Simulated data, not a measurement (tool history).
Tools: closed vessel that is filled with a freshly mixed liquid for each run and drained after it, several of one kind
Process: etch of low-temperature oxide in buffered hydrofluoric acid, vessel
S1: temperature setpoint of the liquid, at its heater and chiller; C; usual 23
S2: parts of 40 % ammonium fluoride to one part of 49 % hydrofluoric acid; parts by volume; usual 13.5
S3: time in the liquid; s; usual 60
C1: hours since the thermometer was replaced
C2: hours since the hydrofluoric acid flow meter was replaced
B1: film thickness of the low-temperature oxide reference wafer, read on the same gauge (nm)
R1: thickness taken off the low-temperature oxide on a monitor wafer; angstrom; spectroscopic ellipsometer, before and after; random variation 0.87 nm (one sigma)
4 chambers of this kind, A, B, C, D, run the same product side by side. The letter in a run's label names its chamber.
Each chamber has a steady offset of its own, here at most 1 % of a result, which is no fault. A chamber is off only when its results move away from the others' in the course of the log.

run,hour,S1,S2,S3,C1,C2,B1,R1
1D,3.7,23,13.5,60,576.8,1094,119.99,1587.3
2C,6.8,23,13.5,60,1285.8,1209.8,120.02,1577.3
3B,10.3,23,13.5,60,204.2,1742.1,119.99,1587.3
4A,12.9,23,13.5,60,766.9,1674.5,120.02,1580.4
5D,17.6,23,13.5,60,590.7,1107.9,120,1603
6B,22.6,23,13.5,60,216.5,1754.4,120,1588.3
7C,27.7,23,13.5,60,1306.7,1230.7,119.97,1574.5
8A,30,23,13.5,60,784,1691.6,120.01,1565.8
9D,34.2,23,13.5,60,607.3,1124.5,120,1612.4
10A,37.3,23,13.5,60,791.3,1698.9,119.98,1566.9
11B,42.1,23,13.5,60,236,1773.9,120,1578.1
12C,46.6,23,13.5,60,1325.6,1249.6,119.98,1572.3
13D,49.7,23,13.5,60,622.8,1140,120.02,1599.6
14C,54.4,23,13.5,60,1333.4,1257.4,120.01,1577.2
15A,57,23,13.5,60,811,1718.6,119.97,1578.3
16B,61,23,13.5,60,254.9,1792.8,120.03,1581.8
17A,63.6,23,13.5,60,817.6,1725.2,120.03,1579
18D,67.2,23,13.5,60,640.3,1157.5,120,1603.6
19B,70.7,23,13.5,60,264.6,1802.5,119.95,1581
20C,75,23,13.5,60,1354,1278,120.01,1564.4
21C,78.1,23,13.5,60,1357.1,1281.1,119.99,1578.8
22B,80.7,23,13.5,60,274.6,1812.5,120,1590.4
23A,85.7,23,13.5,60,839.7,1747.3,119.97,1587.5
24D,87.9,23,13.5,60,661,1178.2,120,1570.3
25D,90.3,23,13.5,60,663.4,1180.6,119.97,1582.6
26C,93.9,23,13.5,60,1372.9,1296.9,119.97,1578.3
27B,96.3,23,13.5,60,290.2,1828.1,119.93,1597.6
28A,99,23,13.5,60,853,1760.6,119.99,1568.9
29A,102.9,23,13.5,60,856.9,1764.5,120.02,1579.4
# hour 103.8: chamber C: thermometer replaced
30B,105.5,23,13.5,80,299.4,1837.3,120.04,2086
31D,110,23,13.5,80,683.1,1200.3,119.94,2086.1
32C,113.9,23,13.5,80,10.1,1316.9,120.01,2097.2
33C,117.4,23,13.5,80,13.6,1320.4,120.01,2086.9
34B,121.4,23,13.5,60,315.3,1853.2,120.01,1588.9
35D,123.9,23,13.5,50,697,1214.2,119.95,1301.4
36A,126.7,23,13.5,50,880.7,1788.3,120.02,1319.1
# hour 127.1: chamber B: hydrofluoric acid flow meter replaced
37B,131.1,23,13.5,50,325,4.1,120,1308
38A,134.8,23,13.5,50,888.8,1796.4,119.95,1303.9
39C,139.7,23,13.5,60,35.9,1342.7,119.99,1577.8
40D,143.9,23,13.5,60,717,1234.2,119.98,1541.3
41C,146.3,23,13.5,60,42.5,1349.3,119.97,1582.6

Next, every chamber runs the same settings. What will each give?
42A,150,25,13.5,60,,,,?
42B,150,25,13.5,60,,,,?
42C,150,25,13.5,60,,,,?
42D,150,25,13.5,60,,,,?

run,R1
42A,1749.4
42B,1783.5
42C,1759.6
42D,1719.8

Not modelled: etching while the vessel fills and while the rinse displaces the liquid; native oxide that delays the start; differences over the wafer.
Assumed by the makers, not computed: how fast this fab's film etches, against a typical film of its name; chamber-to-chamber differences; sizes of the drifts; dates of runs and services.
